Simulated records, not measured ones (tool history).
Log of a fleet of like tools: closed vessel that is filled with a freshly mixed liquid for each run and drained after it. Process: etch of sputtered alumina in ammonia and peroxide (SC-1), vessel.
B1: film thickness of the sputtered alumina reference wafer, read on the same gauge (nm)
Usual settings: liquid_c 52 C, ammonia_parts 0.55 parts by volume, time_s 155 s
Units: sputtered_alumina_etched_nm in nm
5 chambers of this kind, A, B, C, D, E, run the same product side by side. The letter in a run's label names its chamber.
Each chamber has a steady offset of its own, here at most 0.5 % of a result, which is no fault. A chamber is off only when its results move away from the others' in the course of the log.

run 1D hour=4.8 | liquid_c=52 ammonia_parts=0.55 time_s=155 | B1=120.03 | sputtered_alumina_etched_nm=8.9297
run 2A hour=11 | liquid_c=52 ammonia_parts=0.55 time_s=155 | B1=119.98 | sputtered_alumina_etched_nm=8.9355
run 3E hour=15.1 | liquid_c=52 ammonia_parts=0.55 time_s=155 | B1=120.03 | sputtered_alumina_etched_nm=9.051
-- hour=15.9 chamber C: new drum of ammonia solution connected
run 4B hour=19.4 | liquid_c=52 ammonia_parts=0.55 time_s=155 | B1=119.96 | sputtered_alumina_etched_nm=8.9448
run 5C hour=22.8 | liquid_c=52 ammonia_parts=0.55 time_s=155 | B1=119.98 | sputtered_alumina_etched_nm=8.9527
run 6B hour=27 | liquid_c=43 ammonia_parts=0.7 time_s=155 | B1=119.97 | sputtered_alumina_etched_nm=5.5242
-- hour=28.8 chamber A: thermometer replaced
run 7C hour=31.8 | liquid_c=43 ammonia_parts=0.7 time_s=155 | B1=119.98 | sputtered_alumina_etched_nm=5.5397
run 8A hour=37.6 | liquid_c=43 ammonia_parts=0.7 time_s=155 | B1=119.97 | sputtered_alumina_etched_nm=5.4967
run 9D hour=41.9 | liquid_c=43 ammonia_parts=0.7 time_s=155 | B1=120.03 | sputtered_alumina_etched_nm=5.5708
run 10E hour=48 | liquid_c=43 ammonia_parts=0.7 time_s=155 | B1=119.99 | sputtered_alumina_etched_nm=5.6127
run 11D hour=54.4 | liquid_c=52 ammonia_parts=0.55 time_s=155 | B1=120 | sputtered_alumina_etched_nm=9.0328
run 12B hour=61.2 | liquid_c=52 ammonia_parts=0.55 time_s=155 | B1=119.95 | sputtered_alumina_etched_nm=8.9531
run 13C hour=66 | liquid_c=48 ammonia_parts=0.55 time_s=105 | B1=119.96 | sputtered_alumina_etched_nm=4.8584
-- hour=66.5 chamber C: ammonia flow meter replaced
-- hour=69.5 chamber C: thermometer replaced
run 14A hour=72.4 | liquid_c=48 ammonia_parts=0.55 time_s=105 | B1=119.94 | sputtered_alumina_etched_nm=4.8424
run 15E hour=77.4 | liquid_c=48 ammonia_parts=0.55 time_s=105 | B1=120 | sputtered_alumina_etched_nm=4.9048
-- hour=83.8 chamber E: new drum of ammonia solution connected
run 16B hour=84.1 | liquid_c=48 ammonia_parts=0.55 time_s=105 | B1=119.96 | sputtered_alumina_etched_nm=4.9261
run 17D hour=90.8 | liquid_c=48 ammonia_parts=0.55 time_s=105 | B1=120.01 | sputtered_alumina_etched_nm=4.8698
run 18A hour=96 | liquid_c=52 ammonia_parts=0.55 time_s=155 | B1=119.98 | sputtered_alumina_etched_nm=8.9335
run 19C hour=101.1 | liquid_c=52 ammonia_parts=0.55 time_s=155 | B1=119.96 | sputtered_alumina_etched_nm=8.8929
run 20E hour=106 | liquid_c=52 ammonia_parts=0.55 time_s=155 | B1=119.99 | sputtered_alumina_etched_nm=9.0454
run 21A hour=112.6 | liquid_c=52 ammonia_parts=0.55 time_s=155 | B1=119.99 | sputtered_alumina_etched_nm=8.9308
run 22C hour=118.6 | liquid_c=58.5 ammonia_parts=0.55 time_s=155 | B1=120.01 | sputtered_alumina_etched_nm=12.638
run 23D hour=124.9 | liquid_c=58.5 ammonia_parts=0.55 time_s=155 | B1=120.01 | sputtered_alumina_etched_nm=12.833
run 24E hour=129.2 | liquid_c=58.5 ammonia_parts=0.55 time_s=155 | B1=120.06 | sputtered_alumina_etched_nm=12.697
run 25B hour=132.7 | liquid_c=58.5 ammonia_parts=0.55 time_s=155 | B1=120.02 | sputtered_alumina_etched_nm=13.34
run 26C hour=137.2 | liquid_c=58.5 ammonia_parts=0.55 time_s=155 | B1=119.94 | sputtered_alumina_etched_nm=12.633
run 27E hour=140.7 | liquid_c=52 ammonia_parts=0.55 time_s=155 | B1=119.98 | sputtered_alumina_etched_nm=9.1009
run 28D hour=145.7 | liquid_c=52 ammonia_parts=0.4 time_s=75 | B1=120.02 | sputtered_alumina_etched_nm=4.2196
run 29A hour=149.3 | liquid_c=52 ammonia_parts=0.4 time_s=75 | B1=120.02 | sputtered_alumina_etched_nm=4.2206
run 30B hour=155.6 | liquid_c=52 ammonia_parts=0.4 time_s=75 | B1=120.01 | sputtered_alumina_etched_nm=4.5275

Next, every chamber runs the same settings. What will each give?
run 31A hour=161 | liquid_c=52 ammonia_parts=0.45 time_s=155 | sputtered_alumina_etched_nm=?
run 31B hour=161 | liquid_c=52 ammonia_parts=0.45 time_s=155 | sputtered_alumina_etched_nm=?
run 31C hour=161 | liquid_c=52 ammonia_parts=0.45 time_s=155 | sputtered_alumina_etched_nm=?
run 31D hour=161 | liquid_c=52 ammonia_parts=0.45 time_s=155 | sputtered_alumina_etched_nm=?
run 31E hour=161 | liquid_c=52 ammonia_parts=0.45 time_s=155 | sputtered_alumina_etched_nm=?

run=31A sputtered_alumina_etched_nm=8.696
run=31B sputtered_alumina_etched_nm=9.3718
run=31C sputtered_alumina_etched_nm=8.7665
run=31D sputtered_alumina_etched_nm=8.828
run=31E sputtered_alumina_etched_nm=8.8921

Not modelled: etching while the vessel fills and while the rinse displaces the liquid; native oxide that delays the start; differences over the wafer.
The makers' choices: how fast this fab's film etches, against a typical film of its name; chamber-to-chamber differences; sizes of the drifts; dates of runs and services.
